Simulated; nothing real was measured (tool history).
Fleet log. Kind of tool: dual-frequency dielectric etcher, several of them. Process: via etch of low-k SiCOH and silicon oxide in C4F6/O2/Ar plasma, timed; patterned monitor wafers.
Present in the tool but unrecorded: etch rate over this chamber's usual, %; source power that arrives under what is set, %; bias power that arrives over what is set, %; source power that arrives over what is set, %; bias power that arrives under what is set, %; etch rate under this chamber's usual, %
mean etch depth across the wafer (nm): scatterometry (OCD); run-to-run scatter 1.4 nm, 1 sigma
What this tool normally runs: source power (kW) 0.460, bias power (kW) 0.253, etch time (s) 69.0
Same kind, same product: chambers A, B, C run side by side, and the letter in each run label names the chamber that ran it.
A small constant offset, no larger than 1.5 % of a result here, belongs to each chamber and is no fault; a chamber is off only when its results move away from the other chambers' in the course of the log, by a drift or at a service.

run   hour  source power (kW)  bias power (kW)  etch time (s)  hours since the last wet clean  hours since the last source power generator calibration  hours since the last bias power generator calibration  read-back reference wafer on the same gauge, depth_nm  mean etch depth across the wafer (nm)
 1B    5.3              0.460            0.253           69.0                           308.2                                                   1773.1                                                 1912.4                                                 239.14                                 213.02
 2A    9.6              0.460            0.253           69.0                           176.3                                                   3362.9                                                 2843.3                                                 239.00                                 216.19
 3C   12.5              0.460            0.253           69.0                           107.3                                                   3034.8                                                  935.7                                                 239.05                                 214.19
 4B   15.1              0.460            0.253           69.0                           318.0                                                   1782.9                                                 1922.2                                                 239.14                                 211.69
 5A   18.7              0.460            0.253           69.0                           185.4                                                   3372.0                                                 2852.4                                                 239.01                                 213.16
 6C   24.2              0.460            0.253           69.0                           119.0                                                   3046.5                                                  947.4                                                 238.64                                 213.88
 7C   28.6              0.460            0.297           59.5                           123.4                                                   3050.9                                                  951.8                                                 239.00                                 197.13
 8B   33.2              0.460            0.297           59.5                           336.1                                                   1801.0                                                 1940.3                                                 239.41                                 192.63
 9A   36.3              0.460            0.297           59.5                           203.0                                                   3389.6                                                 2870.0                                                 238.86                                 196.57
10A   40.5              0.460            0.253           69.0                           207.2                                                   3393.8                                                 2874.2                                                 238.85                                 209.95
11C   45.5              0.460            0.253           69.0                           140.3                                                   3067.8                                                  968.7                                                 239.02                                 216.53
12B   48.8              0.460            0.253           69.0                           351.7                                                   1816.6                                                 1955.9                                                 239.14                                 212.47
13A   53.8              0.460            0.253           69.0                           220.5                                                   3407.1                                                 2887.5                                                 239.01                                 213.60
14C   57.4              0.460            0.253           69.0                           152.2                                                   3079.7                                                  980.6                                                 238.84                                 215.78
15B   60.8              0.460            0.253           69.0                           363.7                                                   1828.6                                                 1967.9                                                 239.49                                 212.08
16B   65.9              0.460            0.253           69.0                           368.8                                                   1833.7                                                 1973.0                                                 238.72                                 212.18
17A   69.6              0.460            0.253           69.0                           236.3                                                   3422.9                                                 2903.3                                                 238.98                                 214.78
18C   74.5              0.460            0.253           69.0                           169.3                                                   3096.8                                                  997.7                                                 239.08                                 217.14
19C   78.6              0.460            0.253           69.0                           173.4                                                   3100.9                                                 1001.8                                                 238.89                                 217.55
20B   82.3              0.460            0.253           69.0                           385.2                                                   1850.1                                                 1989.4                                                 239.18                                 213.09
21A   85.3              0.460            0.253           69.0                           252.0                                                   3438.6                                                 2919.0                                                 239.28                                 213.65
22B   88.6              0.460            0.253           69.0                           391.5                                                   1856.4                                                 1995.7                                                 238.78                                 213.24
23A   91.8              0.460            0.253           69.0                           258.5                                                   3445.1                                                 2925.5                                                 239.22                                 211.86
24C   95.6              0.460            0.253           69.0                           190.4                                                   3117.9                                                 1018.8                                                 238.64                                 215.41
25A   99.6              0.460            0.253           69.0                           266.3                                                   3452.9                                                 2933.3                                                 238.70                                 213.87
26C  103.8              0.460            0.253           69.0                           198.6                                                   3126.1                                                 1027.0                                                 238.81                                 214.07
27B  107.1              0.460            0.253           69.0                           410.0                                                   1874.9                                                 2014.2                                                 239.04                                 211.83
28A  110.1              0.460            0.253           69.0                           276.8                                                   3463.4                                                 2943.8                                                 239.06                                 211.77

For the next run the whole fleet of 3 chambers uses the same settings. Give each chamber's results:
29A  114.2              0.460            0.228           69.0                                                                                                                                                                                                                                             ?
29B  114.2              0.460            0.228           69.0                                                                                                                                                                                                                                             ?
29C  114.2              0.460            0.228           69.0                                                                                                                                                                                                                                             ?

run  mean etch depth across the wafer (nm)
29A                                 206.15
29B                                 204.58
29C                                 207.70
